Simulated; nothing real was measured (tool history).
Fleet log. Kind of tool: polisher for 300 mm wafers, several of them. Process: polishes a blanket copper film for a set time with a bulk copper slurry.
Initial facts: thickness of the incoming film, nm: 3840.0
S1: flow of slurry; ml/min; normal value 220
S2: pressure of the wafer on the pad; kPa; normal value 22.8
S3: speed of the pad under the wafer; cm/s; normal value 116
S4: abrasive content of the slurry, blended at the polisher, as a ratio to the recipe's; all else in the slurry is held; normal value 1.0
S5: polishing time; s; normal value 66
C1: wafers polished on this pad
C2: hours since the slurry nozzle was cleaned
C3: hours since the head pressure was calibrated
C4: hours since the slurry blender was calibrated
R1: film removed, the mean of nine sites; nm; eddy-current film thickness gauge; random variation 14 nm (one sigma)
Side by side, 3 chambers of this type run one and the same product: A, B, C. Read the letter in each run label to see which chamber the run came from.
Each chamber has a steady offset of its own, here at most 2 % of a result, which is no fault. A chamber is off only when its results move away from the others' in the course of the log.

run	hour	S1	S2	S3	S4	S5	C1	C2	C3	C4	R1
1A	4.2	220	22.8	116	1.0	66	628	712.3	855.5	57.9	980.47
2B	11.2	220	22.8	116	1.0	66	419	590.0	152.1	189.6	984.43
3C	18.9	220	22.8	116	1.0	66	780	41.6	138.1	114.7	947.44
4A	25.9	220	22.8	116	1.0	66	891	734.0	877.2	79.6	1008.70
# hour 27.5: chamber C: worn pad replaced by a new one
5C	30.8	255	22.8	84	1.0	66	40	53.5	150.0	126.6	697.87
6B	34.9	255	22.8	84	1.0	66	705	613.7	175.8	213.3	702.80
7C	42.4	255	22.8	84	1.0	66	180	65.1	161.6	138.2	695.18
8B	48.7	220	22.8	116	1.0	76	872	627.5	189.6	227.1	1096.20
# hour 50.2: chamber A: worn pad replaced by a new one
9A	54.3	220	22.8	116	1.0	76	50	762.4	905.6	108.0	1078.20
10B	60.9	220	22.8	116	1.0	76	1020	639.7	201.8	239.3	1109.80
11A	68.2	220	22.8	138	1.0	66	218	776.3	919.5	121.9	1156.60
12C	75.6	220	22.8	138	1.0	66	581	98.3	194.8	171.4	1137.20
13A	81.6	220	22.8	138	1.0	66	380	789.7	932.9	135.3	1162.30
14C	86.4	260	22.8	116	1.0	66	712	109.1	205.6	182.2	946.10
15B	93.4	260	22.8	116	1.0	66	1412	672.2	234.3	271.8	969.87
# hour 94.8: chamber A: slurry blender recalibrated
# hour 100.0: chamber C: worn pad replaced by a new one
16A	101.5	260	22.8	116	1.0	66	621	809.6	952.8	6.8	997.91
17C	109.4	220	22.8	116	1.0	66	114	132.1	228.6	205.2	954.09
18B	113.7	220	22.8	116	1.0	66	1658	692.5	254.6	292.1	912.54
19C	118.8	220	22.8	116	1.0	66	227	141.5	238.0	214.6	950.36
# hour 120.8: chamber A: slurry nozzle cleaned
20B	124.5	220	22.8	116	0.9	76	1788	703.3	265.4	302.9	1030.30
21A	131.0	220	22.8	116	0.9	76	977	10.3	982.3	36.3	1103.50
# hour 135.7: chamber B: slurry blender recalibrated
22A	137.9	220	22.8	116	0.9	76	1060	17.2	989.2	43.2	1101.70
23B	141.8	220	22.8	116	1.0	66	1997	720.6	282.7	6.1	892.78
24C	147.4	220	22.8	116	1.0	66	573	170.1	266.6	243.2	966.89
# hour 153.7: chamber A: worn pad replaced by a new one
25A	155.7	220	22.8	116	1.0	66	24	35.0	1007.0	61.0	980.24
26C	161.8	220	22.8	116	1.0	66	747	184.5	281.0	257.6	927.50

What goes on in this fleet: one chamber off, a drifting gauge, or nothing beyond the chambers' own small offsets? Name the chamber and the cause, if any.

Little by little, chamber B moves away from the other chambers.
Cause: removal rate lost through wear of the pad, % = 8.07.
With only this log, it may be confused with: slurry flow missing at the pad, %; head's pressure below its setpoint, %.

Below are 4 candidate recipes for chamber B's next run, each the usual settings with a change, their results shown as question marks. Which of them brings B's results back in line with what the other chambers give on the usual settings?
In-line tolerance around the mean of the other chambers on the usual settings: R1 50.00 nm
27B-1	167.9	220	20.7	116	1.0	66					?
27B-2	167.9	220	23.4	120	1.0	68					?
27B-3	167.9	220	22.8	106	1.0	60					?
27B-4	167.9	220	24.1	122	1.0	70					?

Other chambers, usual settings, mean: R1 960.21 nm
run	R1
27B-1	799.69
27B-2	966.09
27B-3	729.92
27B-4	1040.90
It is 27B-2 that realigns the chamber with its peers.
